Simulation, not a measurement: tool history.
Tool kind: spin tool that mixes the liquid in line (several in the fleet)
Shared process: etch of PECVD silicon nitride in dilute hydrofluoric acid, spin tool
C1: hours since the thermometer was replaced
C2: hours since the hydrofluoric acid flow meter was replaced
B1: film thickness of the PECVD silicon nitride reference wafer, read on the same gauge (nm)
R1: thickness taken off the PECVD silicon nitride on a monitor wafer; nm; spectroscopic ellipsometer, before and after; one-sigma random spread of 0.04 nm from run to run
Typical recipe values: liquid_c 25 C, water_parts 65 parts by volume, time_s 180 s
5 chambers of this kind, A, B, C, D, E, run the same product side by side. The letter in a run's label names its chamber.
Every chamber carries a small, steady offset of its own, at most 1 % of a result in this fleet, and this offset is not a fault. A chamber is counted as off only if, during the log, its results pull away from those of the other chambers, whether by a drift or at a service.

{"run": "1C", "hour": 2.9, "liquid_c": 25, "water_parts": 65, "time_s": 180, "C1": 897.9, "C2": 909.6, "B1": 79.982, "R1": 5.0195}
{"run": "2B", "hour": 8.0, "liquid_c": 25, "water_parts": 65, "time_s": 180, "C1": 43.7, "C2": 205, "B1": 79.976, "R1": 5.0577}
{"run": "3A", "hour": 12.4, "liquid_c": 25, "water_parts": 65, "time_s": 180, "C1": 191.6, "C2": 37.9, "B1": 80, "R1": 4.9981}
{"run": "4E", "hour": 17.7, "liquid_c": 25, "water_parts": 65, "time_s": 180, "C1": 286.1, "C2": 1472.1, "B1": 79.986, "R1": 5.0524}
{"run": "5D", "hour": 20.8, "liquid_c": 25, "water_parts": 65, "time_s": 180, "C1": 1148.7, "C2": 21.7, "B1": 79.992, "R1": 4.952}
{"run": "6D", "hour": 25.0, "liquid_c": 25, "water_parts": 65, "time_s": 180, "C1": 1152.9, "C2": 25.9, "B1": 80.012, "R1": 4.9915}
{"run": "7A", "hour": 30.5, "liquid_c": 25, "water_parts": 45, "time_s": 250, "C1": 209.7, "C2": 56, "B1": 79.992, "R1": 10.051}
{"run": "8E", "hour": 33.1, "liquid_c": 25, "water_parts": 45, "time_s": 250, "C1": 301.5, "C2": 1487.5, "B1": 79.992, "R1": 10.057}
{"run": "9B", "hour": 38.3, "liquid_c": 25, "water_parts": 45, "time_s": 250, "C1": 74, "C2": 235.3, "B1": 80.01, "R1": 10.009}
{"run": "10C", "hour": 41.8, "liquid_c": 25, "water_parts": 45, "time_s": 250, "C1": 936.8, "C2": 948.5, "B1": 79.996, "R1": 9.9855}
{"run": "11E", "hour": 45.8, "liquid_c": 25, "water_parts": 45, "time_s": 250, "C1": 314.2, "C2": 1500.2, "B1": 79.985, "R1": 10.192}
{"run": "12D", "hour": 48.3, "liquid_c": 25, "water_parts": 65, "time_s": 180, "C1": 1176.2, "C2": 49.2, "B1": 80, "R1": 5.0469}
{"run": "13A", "hour": 52.6, "liquid_c": 25, "water_parts": 65, "time_s": 180, "C1": 231.8, "C2": 78.1, "B1": 80.007, "R1": 5.0796}
{"run": "14B", "hour": 57.2, "liquid_c": 25, "water_parts": 65, "time_s": 180, "C1": 92.9, "C2": 254.2, "B1": 79.987, "R1": 5.0451}
{"run": "15C", "hour": 62.2, "liquid_c": 25, "water_parts": 65, "time_s": 180, "C1": 957.2, "C2": 968.9, "B1": 80.001, "R1": 5.0173}
{"run": "16D", "hour": 65.3, "liquid_c": 22, "water_parts": 65, "time_s": 180, "C1": 1193.2, "C2": 66.2, "B1": 80.016, "R1": 4.0852}
{"run": "17E", "hour": 69.7, "liquid_c": 22, "water_parts": 65, "time_s": 180, "C1": 338.1, "C2": 1524.1, "B1": 79.99, "R1": 4.0957}
{"run": "18B", "hour": 74.6, "liquid_c": 22, "water_parts": 65, "time_s": 180, "C1": 110.3, "C2": 271.6, "B1": 80.009, "R1": 4.159}
{"run": "19A", "hour": 77.8, "liquid_c": 22, "water_parts": 65, "time_s": 180, "C1": 257, "C2": 103.3, "B1": 79.991, "R1": 4.0045}
{"run": "20C", "hour": 83.5, "liquid_c": 22, "water_parts": 65, "time_s": 180, "C1": 978.5, "C2": 990.2, "B1": 80.015, "R1": 4.0601}
{"run": "21E", "hour": 86.4, "liquid_c": 25, "water_parts": 65, "time_s": 180, "C1": 354.8, "C2": 1540.8, "B1": 79.987, "R1": 5.0287}
{"run": "22B", "hour": 90.2, "liquid_c": 25, "water_parts": 65, "time_s": 180, "C1": 125.9, "C2": 287.2, "B1": 79.997, "R1": 4.9958}
{"run": "23C", "hour": 94.3, "liquid_c": 25, "water_parts": 65, "time_s": 180, "C1": 989.3, "C2": 1001, "B1": 80.004, "R1": 4.9381}
{"run": "24D", "hour": 97.4, "liquid_c": 25, "water_parts": 65, "time_s": 180, "C1": 1225.3, "C2": 98.3, "B1": 80.031, "R1": 4.9762}
{"run": "25A", "hour": 102.9, "liquid_c": 25, "water_parts": 65, "time_s": 180, "C1": 282.1, "C2": 128.4, "B1": 80.007, "R1": 4.7349}
{"run": "26A", "hour": 105.6, "liquid_c": 25, "water_parts": 65, "time_s": 180, "C1": 284.8, "C2": 131.1, "B1": 80.007, "R1": 4.7799}
{"run": "27E", "hour": 109.8, "liquid_c": 25, "water_parts": 65, "time_s": 180, "C1": 378.2, "C2": 1564.2, "B1": 80, "R1": 5.0336}
{"run": "28D", "hour": 114.6, "liquid_c": 25, "water_parts": 65, "time_s": 180, "C1": 1242.5, "C2": 115.5, "B1": 80.001, "R1": 4.9816}
{"run": "29C", "hour": 118.0, "liquid_c": 20.5, "water_parts": 90, "time_s": 180, "C1": 1013, "C2": 1024.7, "B1": 79.996, "R1": 2.6668}
{"run": "30B", "hour": 121.1, "liquid_c": 20.5, "water_parts": 90, "time_s": 180, "C1": 156.8, "C2": 318.1, "B1": 79.999, "R1": 2.6899}
{"run": "31C", "hour": 124.5, "liquid_c": 20.5, "water_parts": 90, "time_s": 180, "C1": 1019.5, "C2": 1031.2, "B1": 79.989, "R1": 2.6536}
{"run": "32E", "hour": 128.2, "liquid_c": 20.5, "water_parts": 90, "time_s": 180, "C1": 396.6, "C2": 1582.6, "B1": 80.01, "R1": 2.6954}
{"run": "33B", "hour": 131.0, "liquid_c": 20.5, "water_parts": 90, "time_s": 180, "C1": 166.7, "C2": 328, "B1": 80.012, "R1": 2.7144}
{"run": "34A", "hour": 136.1, "liquid_c": 25, "water_parts": 95, "time_s": 240, "C1": 315.3, "C2": 161.6, "B1": 79.985, "R1": 4.2346}
{"run": "35D", "hour": 140.9, "liquid_c": 25, "water_parts": 95, "time_s": 240, "C1": 1268.8, "C2": 141.8, "B1": 80.005, "R1": 4.5428}
{"run": "36E", "hour": 144.8, "liquid_c": 25, "water_parts": 95, "time_s": 240, "C1": 413.2, "C2": 1599.2, "B1": 79.998, "R1": 4.5487}

Predict what each chamber gives when all 5 of them run the settings below next.
{"run": "37A", "hour": 148.9, "liquid_c": 25, "water_parts": 65, "time_s": 245, "R1": "?"}
{"run": "37B", "hour": 148.9, "liquid_c": 25, "water_parts": 65, "time_s": 245, "R1": "?"}
{"run": "37C", "hour": 148.9, "liquid_c": 25, "water_parts": 65, "time_s": 245, "R1": "?"}
{"run": "37D", "hour": 148.9, "liquid_c": 25, "water_parts": 65, "time_s": 245, "R1": "?"}
{"run": "37E", "hour": 148.9, "liquid_c": 25, "water_parts": 65, "time_s": 245, "R1": "?"}

run=37A R1=6.0979
run=37B R1=6.9521
run=37C R1=6.7686
run=37D R1=6.8352
run=37E R1=6.6917
